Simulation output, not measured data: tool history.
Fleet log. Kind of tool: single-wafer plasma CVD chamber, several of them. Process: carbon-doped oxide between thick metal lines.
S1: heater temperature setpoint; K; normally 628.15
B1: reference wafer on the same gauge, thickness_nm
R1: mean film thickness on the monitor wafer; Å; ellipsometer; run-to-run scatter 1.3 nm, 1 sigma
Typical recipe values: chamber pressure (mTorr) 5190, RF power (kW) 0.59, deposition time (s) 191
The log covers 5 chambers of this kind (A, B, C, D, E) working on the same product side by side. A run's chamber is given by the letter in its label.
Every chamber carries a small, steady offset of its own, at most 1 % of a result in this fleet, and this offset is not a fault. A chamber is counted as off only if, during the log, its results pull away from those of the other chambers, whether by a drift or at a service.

{"run": "1C", "hour": 13.0, "S1": 628.15, "chamber pressure (mTorr)": 5190, "RF power (kW)": 0.59, "deposition time (s)": 191, "B1": 890.12, "R1": 10649}
{"run": "2A", "hour": 23.6, "S1": 628.15, "chamber pressure (mTorr)": 5190, "RF power (kW)": 0.59, "deposition time (s)": 191, "B1": 890.25, "R1": 10612}
{"run": "3D", "hour": 32.3, "S1": 628.15, "chamber pressure (mTorr)": 5190, "RF power (kW)": 0.59, "deposition time (s)": 191, "B1": 890.47, "R1": 10580}
{"run": "4B", "hour": 42.4, "S1": 628.15, "chamber pressure (mTorr)": 5190, "RF power (kW)": 0.59, "deposition time (s)": 191, "B1": 890.56, "R1": 10597}
{"run": "5E", "hour": 51.4, "S1": 628.15, "chamber pressure (mTorr)": 5190, "RF power (kW)": 0.59, "deposition time (s)": 191, "B1": 890.39, "R1": 10532}
{"run": "6E", "hour": 59.1, "S1": 628.15, "chamber pressure (mTorr)": 5190, "RF power (kW)": 0.59, "deposition time (s)": 191, "B1": 890.75, "R1": 10548}
{"hour": 62.6, "done": "chamber A: RF generator calibrated"}
{"run": "7A", "hour": 71.9, "S1": 628.15, "chamber pressure (mTorr)": 5190, "RF power (kW)": 0.59, "deposition time (s)": 191, "B1": 890.75, "R1": 10614}
{"run": "8B", "hour": 83.7, "S1": 628.15, "chamber pressure (mTorr)": 5190, "RF power (kW)": 0.59, "deposition time (s)": 191, "B1": 890.96, "R1": 10575}
{"run": "9D", "hour": 93.4, "S1": 628.15, "chamber pressure (mTorr)": 5190, "RF power (kW)": 0.59, "deposition time (s)": 191, "B1": 891.32, "R1": 10589}
{"run": "10C", "hour": 105.1, "S1": 628.15, "chamber pressure (mTorr)": 5190, "RF power (kW)": 0.59, "deposition time (s)": 191, "B1": 891.39, "R1": 10623}
{"run": "11E", "hour": 112.7, "S1": 628.15, "chamber pressure (mTorr)": 5190, "RF power (kW)": 0.59, "deposition time (s)": 191, "B1": 891.66, "R1": 10559}
{"run": "12C", "hour": 125.7, "S1": 628.15, "chamber pressure (mTorr)": 5190, "RF power (kW)": 0.59, "deposition time (s)": 191, "B1": 891.76, "R1": 10627}
{"run": "13A", "hour": 135.9, "S1": 628.15, "chamber pressure (mTorr)": 5190, "RF power (kW)": 0.59, "deposition time (s)": 191, "B1": 891.7, "R1": 10625}
{"run": "14D", "hour": 144.5, "S1": 635.15, "chamber pressure (mTorr)": 5190, "RF power (kW)": 0.53, "deposition time (s)": 191, "B1": 891.94, "R1": 9760.6}
{"hour": 152.8, "done": "chamber A: thermocouple changed; heater temperature recalibrated"}
{"run": "15B", "hour": 153.6, "S1": 635.15, "chamber pressure (mTorr)": 5190, "RF power (kW)": 0.53, "deposition time (s)": 191, "B1": 892, "R1": 9784.3}
{"run": "16D", "hour": 159.5, "S1": 635.15, "chamber pressure (mTorr)": 5190, "RF power (kW)": 0.53, "deposition time (s)": 191, "B1": 891.88, "R1": 9756}
{"run": "17C", "hour": 167.2, "S1": 635.15, "chamber pressure (mTorr)": 5190, "RF power (kW)": 0.53, "deposition time (s)": 191, "B1": 891.97, "R1": 9839.9}
{"run": "18B", "hour": 180.1, "S1": 635.15, "chamber pressure (mTorr)": 5190, "RF power (kW)": 0.53, "deposition time (s)": 191, "B1": 892.27, "R1": 9789}
{"run": "19E", "hour": 192.7, "S1": 628.15, "chamber pressure (mTorr)": 5190, "RF power (kW)": 0.59, "deposition time (s)": 191, "B1": 892.03, "R1": 10541}
{"run": "20A", "hour": 203.5, "S1": 628.15, "chamber pressure (mTorr)": 5190, "RF power (kW)": 0.59, "deposition time (s)": 191, "B1": 892.52, "R1": 10657}
{"run": "21C", "hour": 209.5, "S1": 628.15, "chamber pressure (mTorr)": 5190, "RF power (kW)": 0.59, "deposition time (s)": 191, "B1": 892.48, "R1": 10665}
{"run": "22A", "hour": 220.0, "S1": 628.15, "chamber pressure (mTorr)": 5190, "RF power (kW)": 0.59, "deposition time (s)": 218, "B1": 892.75, "R1": 12132}
{"run": "23D", "hour": 228.2, "S1": 628.15, "chamber pressure (mTorr)": 5190, "RF power (kW)": 0.59, "deposition time (s)": 218, "B1": 892.87, "R1": 12115}
{"run": "24E", "hour": 240.2, "S1": 628.15, "chamber pressure (mTorr)": 5190, "RF power (kW)": 0.59, "deposition time (s)": 218, "B1": 892.98, "R1": 12021}
{"run": "25B", "hour": 247.0, "S1": 628.15, "chamber pressure (mTorr)": 5190, "RF power (kW)": 0.59, "deposition time (s)": 218, "B1": 893.19, "R1": 12112}
{"run": "26E", "hour": 256.7, "S1": 628.15, "chamber pressure (mTorr)": 5190, "RF power (kW)": 0.59, "deposition time (s)": 218, "B1": 893.18, "R1": 12066}
{"run": "27D", "hour": 269.7, "S1": 628.15, "chamber pressure (mTorr)": 5190, "RF power (kW)": 0.59, "deposition time (s)": 191, "B1": 893.31, "R1": 10632}
{"run": "28A", "hour": 279.2, "S1": 628.15, "chamber pressure (mTorr)": 5190, "RF power (kW)": 0.59, "deposition time (s)": 191, "B1": 893.47, "R1": 10641}
{"run": "29C", "hour": 289.6, "S1": 628.15, "chamber pressure (mTorr)": 5190, "RF power (kW)": 0.59, "deposition time (s)": 191, "B1": 893.91, "R1": 10665}
{"run": "30B", "hour": 299.5, "S1": 639.15, "chamber pressure (mTorr)": 5190, "RF power (kW)": 0.59, "deposition time (s)": 191, "B1": 893.89, "R1": 10344}
{"run": "31E", "hour": 307.3, "S1": 639.15, "chamber pressure (mTorr)": 5190, "RF power (kW)": 0.59, "deposition time (s)": 191, "B1": 893.79, "R1": 10316}
{"run": "32A", "hour": 315.0, "S1": 639.15, "chamber pressure (mTorr)": 5190, "RF power (kW)": 0.59, "deposition time (s)": 191, "B1": 893.91, "R1": 10374}
{"run": "33B", "hour": 322.6, "S1": 639.15, "chamber pressure (mTorr)": 5190, "RF power (kW)": 0.59, "deposition time (s)": 191, "B1": 893.95, "R1": 10372}
{"run": "34D", "hour": 329.9, "S1": 639.15, "chamber pressure (mTorr)": 5190, "RF power (kW)": 0.59, "deposition time (s)": 191, "B1": 893.93, "R1": 10353}
{"run": "35C", "hour": 335.7, "S1": 628.15, "chamber pressure (mTorr)": 5190, "RF power (kW)": 0.59, "deposition time (s)": 191, "B1": 894.21, "R1": 10695}
{"run": "36E", "hour": 348.5, "S1": 628.15, "chamber pressure (mTorr)": 5190, "RF power (kW)": 0.59, "deposition time (s)": 191, "B1": 894.38, "R1": 10582}
{"run": "37B", "hour": 359.1, "S1": 628.15, "chamber pressure (mTorr)": 5190, "RF power (kW)": 0.59, "deposition time (s)": 191, "B1": 894.47, "R1": 10642}

Is one chamber out of step, is the gauge drifting, or do the chambers differ by no more than their own small offsets? For an off chamber, give its letter and the likeliest cause.

Gauge drift. The chambers move together only on paper, and none stands off.
Likeliest cause: gauge reads high (%) = 0.523.
